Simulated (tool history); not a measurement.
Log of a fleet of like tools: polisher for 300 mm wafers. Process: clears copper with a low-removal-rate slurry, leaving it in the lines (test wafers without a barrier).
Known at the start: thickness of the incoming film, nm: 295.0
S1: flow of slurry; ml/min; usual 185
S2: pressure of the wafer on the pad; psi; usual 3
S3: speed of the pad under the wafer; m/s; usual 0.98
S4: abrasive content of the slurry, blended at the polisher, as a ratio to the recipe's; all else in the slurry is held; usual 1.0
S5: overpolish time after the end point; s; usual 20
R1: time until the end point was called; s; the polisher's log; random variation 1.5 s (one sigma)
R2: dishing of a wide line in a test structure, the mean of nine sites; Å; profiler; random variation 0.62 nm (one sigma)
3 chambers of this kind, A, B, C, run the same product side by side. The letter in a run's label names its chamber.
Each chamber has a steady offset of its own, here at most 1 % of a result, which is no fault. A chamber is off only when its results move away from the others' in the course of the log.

| run | hour | S1 | S2 | S3 | S4 | S5 | R1 | R2 |
|---|---|---|---|---|---|---|---|---|
| 1C | 5.4 | 185 | 3 | 0.98 | 1.0 | 20 | 94.028 | 426.18 |
| 2A | 9.8 | 185 | 3 | 0.98 | 1.0 | 20 | 96.760 | 415.75 |
| 3B | 19.3 | 185 | 3 | 0.98 | 1.0 | 20 | 95.107 | 411.50 |
|  | 23.3 | chamber A: slurry nozzle cleaned |
| 4C | 28.2 | 185 | 3 | 0.98 | 1.0 | 20 | 91.930 | 419.27 |
| 5A | 33.5 | 185 | 3 | 0.98 | 1.0 | 20 | 98.196 | 410.38 |
| 6B | 37.8 | 185 | 3 | 0.98 | 1.0 | 20 | 98.423 | 433.44 |
| 7A | 47.2 | 185 | 3 | 0.98 | 1.0 | 20 | 93.214 | 422.15 |
|  | 51.2 | chamber C: worn pad replaced by a new one |
| 8B | 53.6 | 185 | 3 | 0.98 | 1.0 | 20 | 93.938 | 419.24 |
| 9C | 59.0 | 185 | 3 | 0.98 | 1.0 | 20 | 93.933 | 419.13 |
| 10A | 66.2 | 185 | 3 | 0.98 | 1.0 | 20 | 93.582 | 430.87 |
|  | 67.1 | chamber A: worn pad replaced by a new one |
| 11C | 70.5 | 185 | 3 | 0.98 | 1.0 | 20 | 93.665 | 410.77 |
| 12B | 77.5 | 185 | 3 | 0.98 | 1.0 | 20 | 96.680 | 428.88 |
| 13B | 86.3 | 185 | 3 | 0.98 | 1.0 | 20 | 95.359 | 420.91 |
| 14A | 92.1 | 185 | 3 | 0.98 | 1.0 | 20 | 93.686 | 416.85 |
|  | 98.0 | chamber A: head pressure recalibrated |
| 15C | 99.1 | 185 | 3 | 0.98 | 1.0 | 20 | 98.029 | 426.00 |
| 16A | 104.6 | 185 | 3 | 0.98 | 1.0 | 20 | 96.853 | 428.58 |
| 17B | 109.3 | 185 | 3 | 0.98 | 1.2 | 20 | 88.361 | 428.26 |
| 18C | 117.5 | 185 | 3 | 0.98 | 1.2 | 20 | 91.360 | 432.70 |
| 19C | 125.2 | 185 | 3 | 0.98 | 1.2 | 20 | 89.604 | 432.82 |
| 20A | 131.2 | 185 | 3 | 0.98 | 1.0 | 20 | 96.444 | 428.12 |
|  | 136.4 | chamber A: slurry blender recalibrated |
| 21B | 138.7 | 185 | 3 | 0.98 | 1.0 | 20 | 96.638 | 423.96 |
| 22B | 144.9 | 185 | 3 | 0.98 | 1.0 | 20 | 91.637 | 424.67 |
| 23C | 150.7 | 185 | 3 | 0.84 | 1.0 | 20 | 113.210 | 370.52 |
| 24A | 159.0 | 185 | 3 | 0.84 | 1.0 | 20 | 114.090 | 367.79 |
| 25A | 167.6 | 185 | 3 | 0.84 | 1.0 | 20 | 109.650 | 384.77 |
| 26B | 175.2 | 185 | 3 | 0.98 | 1.0 | 20 | 97.136 | 428.18 |
| 27C | 180.8 | 185 | 3 | 0.98 | 1.0 | 20 | 93.901 | 413.13 |

Is one chamber off against the others, does the gauge drift, or is nothing wrong? If a chamber is off, say which, and what the likeliest cause is.

No chamber stands off beyond its own small offset, and the gauge holds steady.

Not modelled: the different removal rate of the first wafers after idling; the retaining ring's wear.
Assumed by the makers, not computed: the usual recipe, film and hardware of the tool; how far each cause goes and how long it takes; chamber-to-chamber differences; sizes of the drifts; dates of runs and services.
